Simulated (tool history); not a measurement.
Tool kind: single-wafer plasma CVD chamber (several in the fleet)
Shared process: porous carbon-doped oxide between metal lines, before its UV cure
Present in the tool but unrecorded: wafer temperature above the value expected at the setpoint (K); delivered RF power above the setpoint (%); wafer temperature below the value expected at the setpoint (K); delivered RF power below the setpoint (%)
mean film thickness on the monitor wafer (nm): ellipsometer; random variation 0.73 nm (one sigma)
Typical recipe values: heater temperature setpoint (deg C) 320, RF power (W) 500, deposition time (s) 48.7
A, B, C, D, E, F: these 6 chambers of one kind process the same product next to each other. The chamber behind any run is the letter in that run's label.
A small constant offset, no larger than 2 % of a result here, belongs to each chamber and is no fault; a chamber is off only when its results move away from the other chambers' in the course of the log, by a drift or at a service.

run	hour	heater temperature setpoint (deg C)	RF power (W)	deposition time (s)	hours since the last thermocouple change	hours since the last RF generator calibration	read-back reference wafer on the same gauge, thickness_nm	mean film thickness on the monitor wafer (nm)
1F	7.6	320	500	48.7	562.2	389.3	262.09	231.67
2D	17.7	320	500	48.7	95.3	225.5	261.91	237.35
3A	27.8	320	500	48.7	1082.9	2042.2	262.26	231.48
4B	38	320	500	48.7	1361.4	393.7	261.98	234.32
5E	46.6	320	500	48.7	356.6	485.2	262.04	235.21
6C	56.9	320	500	48.7	1616.4	238.7	262.17	232.19
7D	65.5	320	500	48.7	143.1	273.3	261.93	236.7
8B	75.5	320	500	48.7	1398.9	431.2	261.98	235.36
9C	84.8	320	500	48.7	1644.3	266.6	262.14	233
10E	96.7	320	500	48.7	406.7	535.3	262	234.27
11A	110.5	320	500	48.7	1165.6	2124.9	262.16	233.43
12F	121.2	320	500	48.7	675.8	502.9	262.08	231.27
13E	130.4	320	500	48.7	440.4	569	262.01	233.58
14D	141.5	320	500	48.7	219.1	349.3	262.05	236.71
15A	154.8	320	500	48.7	1209.9	2169.2	262.07	232.96
16B	162.6	320	500	48.7	1486	518.3	261.89	234.96
17C	171.2	320	500	48.7	1730.7	353	262.09	233.64
18F	178.5	320	500	48.7	733.1	560.2	262	230.19
19C	188.2	320	500	48.7	1747.7	370	262.06	232.02
20A	198.4	320	500	48.7	1253.5	2212.8	262	231.88
# hour 209.3: chamber A: thermocouple changed; heater temperature recalibrated
21D	211.9	320	500	44.4	289.5	419.7	262.26	216.97
22E	223.8	320	500	44.4	533.8	662.4	261.86	214.35
23B	231.2	320	500	44.4	1554.6	586.9	261.88	213.25
24F	241.8	320	500	44.4	796.4	623.5	262.1	211
25C	255.5	320	500	44.4	1815	437.3	261.88	211.98
26A	268.2	320	500	44.4	58.9	2282.6	262.03	207.5
27F	277.4	320	500	48.7	832	659.1	261.88	231.49
# hour 279.6: chamber A: RF generator calibrated
28B	288.1	320	500	48.7	1611.5	643.8	261.85	234.05
29E	302	320	500	48.7	612	740.6	261.97	235.44
30D	308.1	320	500	48.7	385.7	515.9	261.94	236.86
31B	315.2	320	500	48.7	1638.6	670.9	262.09	233.99
32A	326.3	320	500	48.7	117	46.8	261.98	226.45
33D	333.2	320	500	48.7	410.8	541	262.16	236.02
34F	345.8	320	590	45.5	900.4	727.5	262.01	240.62
35E	356.2	320	590	45.5	666.2	794.8	262.19	244.83
# hour 357: chamber B: thermocouple changed; heater temperature recalibrated
36C	366.5	320	590	45.5	1926	548.3	261.9	244.34
37A	376.7	320	590	45.5	167.4	97.2	261.81	237.58
38C	387.9	320	590	45.5	1947.4	569.7	262.16	241.72
39D	395.5	320	590	45.5	473.1	603.3	261.98	246.47
40E	405	320	500	48.7	715	843.6	262.14	235.59
41B	414.6	311	500	41.3	57.6	770.3	261.79	207.33
42F	428.7	311	500	41.3	983.3	810.4	262.26	205.71

Predict what each chamber gives when all 6 of them run the settings below next.
43A	438.9	320	500	48.7				?
43B	438.9	320	500	48.7				?
43C	438.9	320	500	48.7				?
43D	438.9	320	500	48.7				?
43E	438.9	320	500	48.7				?
43F	438.9	320	500	48.7				?

run	mean film thickness on the monitor wafer (nm)
43A	227.83
43B	233.98
43C	232.61
43D	236.28
43E	234.18
43F	231.42

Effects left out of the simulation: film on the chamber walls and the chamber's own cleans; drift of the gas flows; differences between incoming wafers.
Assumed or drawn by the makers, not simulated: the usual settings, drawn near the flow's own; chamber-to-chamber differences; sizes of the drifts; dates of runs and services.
